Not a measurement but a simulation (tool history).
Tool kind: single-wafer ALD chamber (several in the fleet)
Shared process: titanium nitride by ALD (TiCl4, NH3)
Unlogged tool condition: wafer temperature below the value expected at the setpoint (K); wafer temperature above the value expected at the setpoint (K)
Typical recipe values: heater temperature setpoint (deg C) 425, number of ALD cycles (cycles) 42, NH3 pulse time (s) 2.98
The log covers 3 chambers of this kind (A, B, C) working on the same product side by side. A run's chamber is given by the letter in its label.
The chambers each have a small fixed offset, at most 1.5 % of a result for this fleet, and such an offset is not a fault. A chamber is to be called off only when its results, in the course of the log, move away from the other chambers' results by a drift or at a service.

| run | hour | heater temperature setpoint (deg C) | number of ALD cycles (cycles) | NH3 pulse time (s) | hours since the last thermocouple change | read-back reference wafer on the same gauge, thickness_nm | mean film thickness on the monitor wafer (angstrom) |
|---|---|---|---|---|---|---|---|
| 1B | 5.7 | 425 | 42 | 2.98 | 846.6 | 1.0312 | 9.5736 |
| 2A | 12.4 | 425 | 42 | 2.98 | 612.8 | 1.031 | 9.3827 |
| 3C | 18.1 | 425 | 42 | 2.98 | 74.8 | 1.0306 | 9.4275 |
| 4A | 26.3 | 425 | 42 | 2.98 | 626.7 | 1.031 | 9.4006 |
| 5B | 35.4 | 425 | 42 | 2.98 | 876.3 | 1.0306 | 9.5423 |
| 6C | 44.4 | 425 | 42 | 2.98 | 101.1 | 1.031 | 9.4689 |
| 7B | 54.1 | 425 | 42 | 2.98 | 895 | 1.0311 | 9.5823 |
| 8A | 66.6 | 425 | 42 | 2.98 | 667 | 1.0302 | 9.3972 |
| 9C | 72.7 | 425 | 42 | 2.98 | 129.4 | 1.0311 | 9.4197 |
| 10A | 83 | 425 | 50 | 3.36 | 683.4 | 1.0309 | 11.17 |
| 11C | 88.7 | 425 | 50 | 3.36 | 145.4 | 1.0308 | 11.251 |
| 12B | 96.2 | 425 | 50 | 3.36 | 937.1 | 1.0311 | 11.361 |
| 13A | 104 | 425 | 42 | 2.98 | 704.4 | 1.0303 | 9.4015 |
| 14C | 112.3 | 425 | 42 | 2.98 | 169 | 1.0308 | 9.4598 |
| 15B | 124.1 | 425 | 42 | 2.98 | 965 | 1.0315 | 9.5417 |
| 16C | 131.3 | 425 | 39 | 3.85 | 188 | 1.0309 | 8.8107 |
| 17A | 142.7 | 425 | 39 | 3.85 | 743.1 | 1.0313 | 8.7695 |
| 18B | 149.1 | 425 | 39 | 3.85 | 990 | 1.0313 | 8.9211 |
| 19C | 158.5 | 425 | 42 | 2.98 | 215.2 | 1.0312 | 9.4064 |
| 20B | 166.8 | 425 | 42 | 2.98 | 1007.7 | 1.0308 | 9.5631 |

All chambers now run identical settings, listed one chamber a line with results as question marks. What results will each chamber show?
| 21A | 175.7 | 425 | 42 | 2.98 |  |  | ? |
| 21B | 175.7 | 425 | 42 | 2.98 |  |  | ? |
| 21C | 175.7 | 425 | 42 | 2.98 |  |  | ? |

| run | mean film thickness on the monitor wafer (angstrom) |
|---|---|
| 21A | 9.3962 |
| 21B | 9.5437 |
| 21C | 9.4487 |
